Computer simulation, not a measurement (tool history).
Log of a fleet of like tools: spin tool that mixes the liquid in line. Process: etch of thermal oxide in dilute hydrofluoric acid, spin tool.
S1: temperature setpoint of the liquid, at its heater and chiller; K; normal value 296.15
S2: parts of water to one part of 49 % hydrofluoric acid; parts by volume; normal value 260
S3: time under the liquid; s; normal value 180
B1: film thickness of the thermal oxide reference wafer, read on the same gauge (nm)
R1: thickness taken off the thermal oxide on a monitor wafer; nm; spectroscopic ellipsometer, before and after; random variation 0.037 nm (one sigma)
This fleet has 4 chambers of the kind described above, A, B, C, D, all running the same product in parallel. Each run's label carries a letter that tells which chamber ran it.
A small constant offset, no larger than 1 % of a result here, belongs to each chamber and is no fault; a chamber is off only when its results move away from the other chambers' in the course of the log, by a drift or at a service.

Run 1B, hour 13.7: usual settings; B1 39.993. Result: R1 2.5161 nm.
At hour 18.3: chamber B: hydrofluoric acid flow meter replaced.
Run 2C, hour 25.4: usual settings; B1 40.029. Result: R1 2.6328 nm.
Run 3D, hour 35.8: usual settings; B1 39.998. Result: R1 2.6588 nm.
Run 4A, hour 46.8: usual settings; B1 39.984. Result: R1 2.5933 nm.
Run 5D, hour 55.0: usual settings; B1 39.988. Result: R1 2.6256 nm.
Run 6A, hour 61.0: usual settings; B1 40.011. Result: R1 2.6366 nm.
Run 7C, hour 74.5: usual settings but S3 130 s; B1 39.966. Result: R1 1.8793 nm.
Run 8B, hour 83.7: usual settings but S3 130 s; B1 40.020. Result: R1 1.8874 nm.
Run 9A, hour 91.2: usual settings but S3 130 s; B1 40.056. Result: R1 1.8963 nm.
Run 10C, hour 99.8: usual settings but S3 130 s; B1 39.978. Result: R1 1.9008 nm.
Run 11D, hour 108.4: usual settings; B1 39.947. Result: R1 2.6481 nm.
Run 12B, hour 119.2: usual settings; B1 39.981. Result: R1 2.5844 nm.
Run 13D, hour 131.5: usual settings; B1 39.992. Result: R1 2.6114 nm.
Run 14A, hour 141.3: usual settings; B1 40.016. Result: R1 2.6136 nm.
Run 15C, hour 147.9: usual settings but S1 293.65 K, S3 235 s; B1 40.009. Result: R1 3.0756 nm.
Run 16B, hour 158.5: usual settings but S1 293.65 K, S3 235 s; B1 40.012. Result: R1 2.9452 nm.
Run 17D, hour 164.7: usual settings but S1 293.65 K, S3 235 s; B1 40.008. Result: R1 3.1927 nm.
Run 18A, hour 177.4: usual settings but S1 293.65 K, S3 235 s; B1 39.961. Result: R1 3.0653 nm.
Run 19B, hour 186.3: usual settings; B1 39.975. Result: R1 2.5156 nm.
Run 20C, hour 196.2: usual settings; B1 40.019. Result: R1 2.6180 nm.
Run 21A, hour 203.4: usual settings; B1 39.995. Result: R1 2.5791 nm.
Run 22D, hour 211.3: usual settings; B1 39.995. Result: R1 2.6501 nm.
Run 23B, hour 218.3: usual settings; B1 40.010. Result: R1 2.5479 nm.
Run 24C, hour 230.4: usual settings; B1 40.053. Result: R1 2.5538 nm.
Run 25C, hour 240.7: usual settings; B1 40.028. Result: R1 2.6697 nm.
Run 26B, hour 251.1: usual settings; B1 40.044. Result: R1 2.5154 nm.
At hour 257.2: chamber A: hydrofluoric acid flow meter replaced.
Run 27D, hour 257.7: usual settings but S2 220 parts by volume, S3 85 s; B1 39.992. Result: R1 1.5435 nm.
Run 28A, hour 265.1: usual settings but S2 220 parts by volume, S3 85 s; B1 39.986. Result: R1 1.4992 nm.
Run 29A, hour 275.7: usual settings but S2 220 parts by volume, S3 85 s; B1 40.011. Result: R1 1.5192 nm.
Run 30D, hour 285.0: usual settings but S2 220 parts by volume, S3 85 s; B1 40.023. Result: R1 1.4941 nm.
Run 31C, hour 298.5: usual settings; B1 39.982. Result: R1 2.5960 nm.
Run 32B, hour 306.7: usual settings but S1 299.15 K, S2 375 parts by volume; B1 40.006. Result: R1 1.6938 nm.
Run 33D, hour 313.2: usual settings but S1 299.15 K, S2 375 parts by volume; B1 40.029. Result: R1 1.8697 nm.
Run 34C, hour 319.1: usual settings but S1 299.15 K, S2 375 parts by volume; B1 40.010. Result: R1 1.7476 nm.
Run 35B, hour 325.2: usual settings but S1 299.15 K, S2 375 parts by volume; B1 39.971. Result: R1 1.6777 nm.
Run 36A, hour 338.5: usual settings; B1 40.011. Result: R1 2.5842 nm.

Next, all 4 chambers run the settings below, one line each with question marks for the results. What does each chamber give?
Run 37A, hour 348.3: usual settings but S3 145 s. Result: R1 ?.
Run 37B, hour 348.3: usual settings but S3 145 s. Result: R1 ?.
Run 37C, hour 348.3: usual settings but S3 145 s. Result: R1 ?.
Run 37D, hour 348.3: usual settings but S3 145 s. Result: R1 ?.

run      R1
37A  2.0324
37B  1.9450
37C  2.1256
37D  2.1302
